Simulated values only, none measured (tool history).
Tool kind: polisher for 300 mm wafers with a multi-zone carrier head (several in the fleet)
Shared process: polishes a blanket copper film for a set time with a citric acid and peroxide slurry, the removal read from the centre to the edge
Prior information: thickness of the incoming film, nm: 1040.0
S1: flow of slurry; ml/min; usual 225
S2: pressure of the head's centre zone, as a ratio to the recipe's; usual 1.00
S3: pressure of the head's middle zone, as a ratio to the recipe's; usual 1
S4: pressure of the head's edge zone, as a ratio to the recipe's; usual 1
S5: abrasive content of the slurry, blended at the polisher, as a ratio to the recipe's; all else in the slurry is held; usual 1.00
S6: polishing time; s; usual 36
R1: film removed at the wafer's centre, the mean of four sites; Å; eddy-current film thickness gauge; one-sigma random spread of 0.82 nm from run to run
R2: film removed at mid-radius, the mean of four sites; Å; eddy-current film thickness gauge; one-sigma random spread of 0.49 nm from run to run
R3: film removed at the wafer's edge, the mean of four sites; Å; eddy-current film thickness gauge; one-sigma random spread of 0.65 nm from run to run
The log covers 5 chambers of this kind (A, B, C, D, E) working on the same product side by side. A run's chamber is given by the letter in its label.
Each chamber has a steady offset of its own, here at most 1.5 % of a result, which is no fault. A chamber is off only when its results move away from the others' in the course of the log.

Run 1D, hour 12.8: usual settings. Result: R1 715.81 Å, R2 720.08 Å, R3 723.08 Å.
At hour 17.8: chamber C: worn pad replaced by a new one.
Run 2B, hour 25.6: usual settings. Result: R1 725.63 Å, R2 733.00 Å, R3 733.31 Å.
At hour 28.8: chamber A: slurry nozzle cleaned.
Run 3A, hour 33.5: usual settings. Result: R1 721.14 Å, R2 728.71 Å, R3 717.43 Å.
At hour 33.9: chamber D: worn pad replaced by a new one.
Run 4C, hour 48.0: usual settings. Result: R1 731.50 Å, R2 740.67 Å, R3 725.79 Å.
Run 5E, hour 55.4: usual settings. Result: R1 708.00 Å, R2 728.00 Å, R3 736.58 Å.
At hour 58.6: chamber B: worn pad replaced by a new one.
At hour 63.9: chamber A: worn pad replaced by a new one.
At hour 65.6: chamber D: slurry nozzle cleaned.
Run 6C, hour 69.4: usual settings. Result: R1 731.63 Å, R2 727.59 Å, R3 746.55 Å.
At hour 73.0: chamber B: slurry nozzle cleaned.
Run 7D, hour 78.8: usual settings but S5 1.25. Result: R1 772.42 Å, R2 758.91 Å, R3 759.97 Å.
At hour 80.6: chamber E: centre zone pressure recalibrated.
At hour 84.4: chamber E: worn pad replaced by a new one.
Run 8A, hour 85.2: usual settings but S5 1.25. Result: R1 751.11 Å, R2 753.43 Å, R3 753.78 Å.
Run 9E, hour 92.9: usual settings but S5 1.25. Result: R1 761.91 Å, R2 761.01 Å, R3 765.92 Å.
At hour 99.8: chamber C: worn pad replaced by a new one.
Run 10B, hour 99.9: usual settings but S5 1.25. Result: R1 760.56 Å, R2 766.27 Å, R3 766.55 Å.
Run 11D, hour 109.7: usual settings but S5 1.25. Result: R1 754.57 Å, R2 759.36 Å, R3 757.58 Å.
At hour 115.6: chamber D: worn pad replaced by a new one.
Run 12C, hour 117.7: usual settings. Result: R1 729.52 Å, R2 729.18 Å, R3 733.75 Å.
Run 13E, hour 126.8: usual settings but S1 160 ml/min, S2 0.90. Result: R1 619.42 Å, R2 694.03 Å, R3 704.37 Å.
At hour 127.3: chamber B: worn pad replaced by a new one.
Run 14B, hour 134.3: usual settings but S1 160 ml/min, S2 0.90. Result: R1 608.27 Å, R2 689.99 Å, R3 715.21 Å.
At hour 135.4: chamber A: centre zone pressure recalibrated.
At hour 139.9: chamber A: worn pad replaced by a new one.
Run 15A, hour 143.0: usual settings but S1 160 ml/min, S2 0.90. Result: R1 614.20 Å, R2 690.18 Å, R3 695.54 Å.
At hour 151.4: chamber E: slurry nozzle cleaned.
Run 16A, hour 155.9: usual settings but S1 160 ml/min, S2 0.90. Result: R1 608.43 Å, R2 681.01 Å, R3 683.54 Å.
At hour 162.3: chamber E: worn pad replaced by a new one.
Run 17D, hour 168.9: usual settings but S1 160 ml/min, S2 0.90. Result: R1 604.59 Å, R2 702.67 Å, R3 698.99 Å.
Run 18B, hour 176.2: usual settings. Result: R1 723.00 Å, R2 722.83 Å, R3 732.32 Å.
At hour 182.9: chamber D: worn pad replaced by a new one.
Run 19E, hour 185.7: usual settings but S6 25 s. Result: R1 494.46 Å, R2 501.54 Å, R3 505.31 Å.
At hour 186.0: chamber C: worn pad replaced by a new one.
Run 20C, hour 200.1: usual settings but S6 25 s. Result: R1 499.78 Å, R2 504.46 Å, R3 503.63 Å.
At hour 205.3: chamber B: worn pad replaced by a new one.
Run 21C, hour 211.9: usual settings but S6 25 s. Result: R1 512.85 Å, R2 507.20 Å, R3 513.48 Å.
At hour 220.4: chamber A: worn pad replaced by a new one.
At hour 221.7: chamber A: edge zone pressure recalibrated.
Run 22B, hour 223.1: usual settings but S6 25 s. Result: R1 511.92 Å, R2 504.96 Å, R3 503.67 Å.
Run 23E, hour 230.7: usual settings but S6 25 s. Result: R1 502.17 Å, R2 504.33 Å, R3 502.29 Å.
Run 24D, hour 244.4: usual settings. Result: R1 727.17 Å, R2 715.08 Å, R3 711.42 Å.
At hour 254.5: chamber E: worn pad replaced by a new one.
At hour 255.2: chamber D: edge zone pressure recalibrated.
Run 25A, hour 256.2: usual settings but S1 165 ml/min, S2 1.05. Result: R1 728.49 Å, R2 699.81 Å, R3 697.06 Å.
At hour 259.6: chamber D: worn pad replaced by a new one.
Run 26E, hour 263.2: usual settings but S1 165 ml/min, S2 1.05. Result: R1 722.76 Å, R2 676.21 Å, R3 708.61 Å.
At hour 270.9: chamber B: worn pad replaced by a new one.
Run 27D, hour 275.3: usual settings but S1 165 ml/min, S2 1.05. Result: R1 733.84 Å, R2 700.98 Å, R3 699.83 Å.
At hour 280.6: chamber C: worn pad replaced by a new one.
At hour 285.0: chamber A: worn pad replaced by a new one.
Run 28B, hour 285.4: usual settings but S1 165 ml/min, S2 1.05. Result: R1 732.00 Å, R2 695.12 Å, R3 710.53 Å.
Run 29A, hour 296.4: usual settings but S1 165 ml/min, S2 1.05. Result: R1 721.10 Å, R2 691.64 Å, R3 697.73 Å.
Run 30C, hour 305.8: usual settings. Result: R1 715.39 Å, R2 728.18 Å, R3 724.86 Å.
At hour 315.2: chamber C: centre zone pressure recalibrated.
Run 31E, hour 320.4: usual settings. Result: R1 723.17 Å, R2 719.65 Å, R3 732.92 Å.
At hour 331.6: chamber D: worn pad replaced by a new one.
Run 32C, hour 332.8: usual settings. Result: R1 723.68 Å, R2 728.23 Å, R3 738.70 Å.
Run 33A, hour 345.0: usual settings. Result: R1 713.07 Å, R2 720.68 Å, R3 720.67 Å.
Run 34B, hour 353.0: usual settings. Result: R1 715.63 Å, R2 722.54 Å, R3 728.02 Å.
Run 35D, hour 367.9: usual settings but S1 255 ml/min. Result: R1 746.59 Å, R2 733.69 Å, R3 732.01 Å.

One chamber off, gauge drift, or nothing amiss beyond the chambers' own small offsets? If it is a chamber, which one, and what is the likeliest cause?

Neither any chamber nor the gauge drifts; the chambers differ only by their own small, steady offsets.

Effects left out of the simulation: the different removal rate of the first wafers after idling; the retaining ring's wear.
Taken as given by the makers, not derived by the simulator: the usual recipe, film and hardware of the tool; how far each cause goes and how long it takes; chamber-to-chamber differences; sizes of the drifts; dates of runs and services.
